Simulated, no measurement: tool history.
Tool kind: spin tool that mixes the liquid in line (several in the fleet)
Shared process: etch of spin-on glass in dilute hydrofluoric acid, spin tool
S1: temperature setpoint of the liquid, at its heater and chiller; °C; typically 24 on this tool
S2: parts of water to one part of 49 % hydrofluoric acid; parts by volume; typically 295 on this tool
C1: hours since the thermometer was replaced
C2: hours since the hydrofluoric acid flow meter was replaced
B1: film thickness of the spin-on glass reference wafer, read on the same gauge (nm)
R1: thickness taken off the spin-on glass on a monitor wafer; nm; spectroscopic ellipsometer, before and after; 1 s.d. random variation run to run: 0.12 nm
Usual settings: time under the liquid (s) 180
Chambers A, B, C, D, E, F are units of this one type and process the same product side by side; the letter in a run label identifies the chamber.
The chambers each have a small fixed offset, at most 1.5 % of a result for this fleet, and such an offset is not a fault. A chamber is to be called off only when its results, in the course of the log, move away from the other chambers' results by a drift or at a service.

Run 1B, hour 2.1: usual settings; C1 1892.4; C2 626.3; B1 149.98. Result: R1 18.927 nm.
Run 2D, hour 4.0: usual settings; C1 870.5; C2 187.1; B1 150.02. Result: R1 18.773 nm.
Run 3F, hour 6.1: usual settings; C1 1007.8; C2 134.7; B1 149.99. Result: R1 18.679 nm.
Run 4E, hour 8.1: usual settings; C1 910.0; C2 148.4; B1 150.01. Result: R1 18.448 nm.
Run 5C, hour 10.0: usual settings; C1 891.1; C2 196.0; B1 150.01. Result: R1 19.236 nm.
Run 6A, hour 12.6: usual settings; C1 1000.7; C2 639.2; B1 150.02. Result: R1 18.741 nm.
Run 7D, hour 15.6: usual settings but S1 20 °C; C1 882.1; C2 198.7; B1 150.02. Result: R1 16.241 nm.
Run 8B, hour 18.1: usual settings but S1 20 °C; C1 1908.4; C2 642.3; B1 149.98. Result: R1 16.477 nm.
Run 9C, hour 20.9: usual settings but S1 20 °C; C1 902.0; C2 206.9; B1 149.99. Result: R1 16.476 nm.
Run 10F, hour 23.1: usual settings but S1 20 °C; C1 1024.8; C2 151.7; B1 150.00. Result: R1 16.424 nm.
Run 11E, hour 27.0: usual settings but S1 20 °C; C1 928.9; C2 167.3; B1 150.01. Result: R1 16.282 nm.
Run 12A, hour 28.9: usual settings but S1 20 °C; C1 1017.0; C2 655.5; B1 150.00. Result: R1 16.361 nm.
Run 13D, hour 31.2: usual settings; C1 897.7; C2 214.3; B1 150.01. Result: R1 19.097 nm.
Run 14B, hour 34.0: usual settings; C1 1924.3; C2 658.2; B1 149.99. Result: R1 18.975 nm.
Run 15C, hour 37.0: usual settings; C1 918.1; C2 223.0; B1 150.01. Result: R1 19.222 nm.
Run 16E, hour 41.2: usual settings; C1 943.1; C2 181.5; B1 150.02. Result: R1 18.774 nm.
Run 17F, hour 44.8: usual settings; C1 1046.5; C2 173.4; B1 150.02. Result: R1 19.400 nm.
Run 18A, hour 47.4: usual settings; C1 1035.5; C2 674.0; B1 149.99. Result: R1 19.059 nm.
Run 19A, hour 49.5: usual settings but S2 240 parts by volume; C1 1037.6; C2 676.1; B1 150.01. Result: R1 24.461 nm.
Run 20B, hour 52.4: usual settings but S2 240 parts by volume; C1 1942.7; C2 676.6; B1 149.98. Result: R1 24.792 nm.
Run 21F, hour 56.4: usual settings but S2 240 parts by volume; C1 1058.1; C2 185.0; B1 149.99. Result: R1 24.955 nm.
Run 22C, hour 59.6: usual settings but S2 240 parts by volume; C1 940.7; C2 245.6; B1 150.00. Result: R1 25.009 nm.
Run 23E, hour 61.6: usual settings but S2 240 parts by volume; C1 963.5; C2 201.9; B1 149.99. Result: R1 24.008 nm.
Run 24D, hour 64.7: usual settings but S2 240 parts by volume; C1 931.2; C2 247.8; B1 150.02. Result: R1 24.280 nm.
Run 25C, hour 67.0: usual settings; C1 948.1; C2 253.0; B1 150.01. Result: R1 19.123 nm.
At hour 69.1: chamber B: thermometer replaced.
Run 26F, hour 70.0: usual settings; C1 1071.7; C2 198.6; B1 149.97. Result: R1 19.800 nm.
Run 27E, hour 73.4: usual settings; C1 975.3; C2 213.7; B1 150.02. Result: R1 18.754 nm.
Run 28A, hour 75.4: usual settings; C1 1063.5; C2 702.0; B1 149.98. Result: R1 19.203 nm.
Run 29B, hour 77.6: usual settings; C1 8.5; C2 701.8; B1 149.97. Result: R1 18.944 nm.
Run 30D, hour 81.5: usual settings; C1 948.0; C2 264.6; B1 150.02. Result: R1 18.782 nm.
Run 31A, hour 83.6: usual settings; C1 1071.7; C2 710.2; B1 149.99. Result: R1 18.780 nm.
Run 32B, hour 87.6: usual settings; C1 18.5; C2 711.8; B1 150.00. Result: R1 19.013 nm.
Run 33D, hour 91.5: usual settings; C1 958.0; C2 274.6; B1 150.01. Result: R1 18.929 nm.
Run 34F, hour 94.1: usual settings; C1 1095.8; C2 222.7; B1 150.00. Result: R1 20.186 nm.
Run 35C, hour 97.1: usual settings; C1 978.2; C2 283.1; B1 149.97. Result: R1 18.900 nm.
Run 36E, hour 100.7: usual settings; C1 1002.6; C2 241.0; B1 150.00. Result: R1 18.556 nm.
Run 37A, hour 104.8: usual settings; C1 1092.9; C2 731.4; B1 150.00. Result: R1 18.893 nm.

All 6 chambers run these settings next. Forecast each chamber's results:
Run 38A, hour 107.8: usual settings but S2 395 parts by volume. Result: R1 ?.
Run 38B, hour 107.8: usual settings but S2 395 parts by volume. Result: R1 ?.
Run 38C, hour 107.8: usual settings but S2 395 parts by volume. Result: R1 ?.
Run 38D, hour 107.8: usual settings but S2 395 parts by volume. Result: R1 ?.
Run 38E, hour 107.8: usual settings but S2 395 parts by volume. Result: R1 ?.
Run 38F, hour 107.8: usual settings but S2 395 parts by volume. Result: R1 ?.

run      R1
38A  12.784
38B  12.862
38C  12.837
38D  12.859
38E  12.797
38F  13.868
